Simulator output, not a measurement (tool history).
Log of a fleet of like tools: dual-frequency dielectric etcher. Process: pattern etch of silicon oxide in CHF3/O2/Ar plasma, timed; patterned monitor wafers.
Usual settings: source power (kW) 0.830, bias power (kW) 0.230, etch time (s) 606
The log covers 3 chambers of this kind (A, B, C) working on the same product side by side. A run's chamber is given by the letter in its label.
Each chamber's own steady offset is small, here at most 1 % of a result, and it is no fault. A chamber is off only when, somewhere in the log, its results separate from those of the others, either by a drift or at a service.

run,day,source power (kW),bias power (kW),etch time (s),hours since the last wet clean,hours since the last source power generator calibration,hours since the last bias power generator calibration,"read-back reference wafer on the same gauge, depth_nm",mean etch depth across the wafer (nm)
1A,0.404,0.830,0.230,606,409.8,99.4,3684.8,1630.7,1470.7
2B,0.829,0.830,0.230,606,224.2,927.2,228.0,1630.0,1493.6
3C,1.204,0.830,0.230,606,300.2,2412.5,1292.3,1631.5,1456.6
4C,1.708,0.830,0.230,606,312.3,2424.6,1304.4,1629.2,1473.8
5B,2.242,0.830,0.230,606,258.1,961.1,261.9,1630.5,1485.7
# day 2.679: chamber A: wet clean of the chamber
6A,2.829,0.830,0.230,606,3.6,157.6,3743.0,1628.9,1484.8
7B,3.150,0.830,0.230,606,279.9,982.9,283.7,1629.2,1473.1
8C,3.600,0.830,0.230,606,357.7,2470.0,1349.8,1630.8,1453.1
9A,4.000,0.830,0.230,606,31.7,185.7,3771.1,1629.0,1487.9
10A,4.625,0.830,0.230,606,46.7,200.7,3786.1,1630.9,1482.5
# day 5.112: chamber C: wet clean of the chamber
11B,5.246,0.960,0.183,606,330.2,1033.2,334.0,1630.6,1460.2
12C,5.762,0.960,0.183,606,15.7,2521.9,1401.7,1629.1,1433.7
13C,6.254,0.960,0.183,606,27.5,2533.7,1413.5,1629.7,1438.6
14A,6.825,0.630,0.273,606,99.5,253.5,3838.9,1632.1,1412.2
15B,7.362,0.630,0.273,606,381.0,1084.0,384.8,1629.9,1442.4
16A,7.696,0.630,0.273,606,120.4,274.4,3859.8,1630.4,1424.1
17B,7.979,0.830,0.230,606,395.8,1098.8,399.6,1627.6,1504.3
18C,8.325,0.830,0.230,606,77.2,2583.4,1463.2,1629.1,1465.0
19B,8.808,0.830,0.230,606,415.7,1118.7,419.5,1631.1,1502.9
20A,9.158,0.830,0.230,606,155.5,309.5,3894.9,1628.9,1467.9
21C,9.708,0.830,0.230,606,110.4,2616.6,1496.4,1629.1,1467.2
22B,10.271,0.830,0.230,606,450.8,1153.8,454.6,1632.3,1513.5
23C,10.712,0.830,0.230,606,134.5,2640.7,1520.5,1628.9,1470.3
24A,11.162,0.830,0.230,606,203.6,357.6,3943.0,1628.9,1473.0
25B,11.742,0.830,0.230,606,486.1,1189.1,489.9,1628.0,1510.5
26C,12.050,0.830,0.230,606,166.6,2672.8,1552.6,1631.4,1461.3
27A,12.592,0.830,0.230,606,237.9,391.9,3977.3,1629.3,1486.3
28B,12.983,0.900,0.184,606,515.9,1218.9,519.7,1629.9,1470.5
29C,13.404,0.900,0.184,606,199.1,2705.3,1585.1,1630.4,1398.2
30A,13.729,0.900,0.184,606,265.2,419.2,4004.6,1629.2,1414.8
# day 14.175: chamber C: source power generator calibrated
31B,14.358,1.000,0.230,454,548.9,1251.9,552.7,1631.0,1230.1
32A,14.858,1.000,0.230,454,292.3,446.3,4031.7,1629.3,1195.7
33C,15.200,1.000,0.230,454,242.2,24.6,1628.2,1632.2,1184.8
34B,15.550,0.830,0.266,606,577.5,1280.5,581.3,1627.6,1626.6
35A,16.142,0.830,0.266,606,323.1,477.1,4062.5,1628.8,1559.1
36C,16.438,0.830,0.266,606,271.9,54.3,1657.9,1627.9,1537.4
37C,16.829,0.830,0.230,606,281.3,63.7,1667.3,1631.1,1470.8
38A,17.267,0.830,0.230,606,350.1,504.1,4089.5,1630.5,1470.2

The same settings go to every chamber for the next run, one line per chamber below. Forecast the results for each:
39A,17.717,0.830,0.255,606,,,,,?
39B,17.717,0.830,0.255,606,,,,,?
39C,17.717,0.830,0.255,606,,,,,?

run,mean etch depth across the wafer (nm)
39A,1536.2
39B,1620.3
39C,1517.8

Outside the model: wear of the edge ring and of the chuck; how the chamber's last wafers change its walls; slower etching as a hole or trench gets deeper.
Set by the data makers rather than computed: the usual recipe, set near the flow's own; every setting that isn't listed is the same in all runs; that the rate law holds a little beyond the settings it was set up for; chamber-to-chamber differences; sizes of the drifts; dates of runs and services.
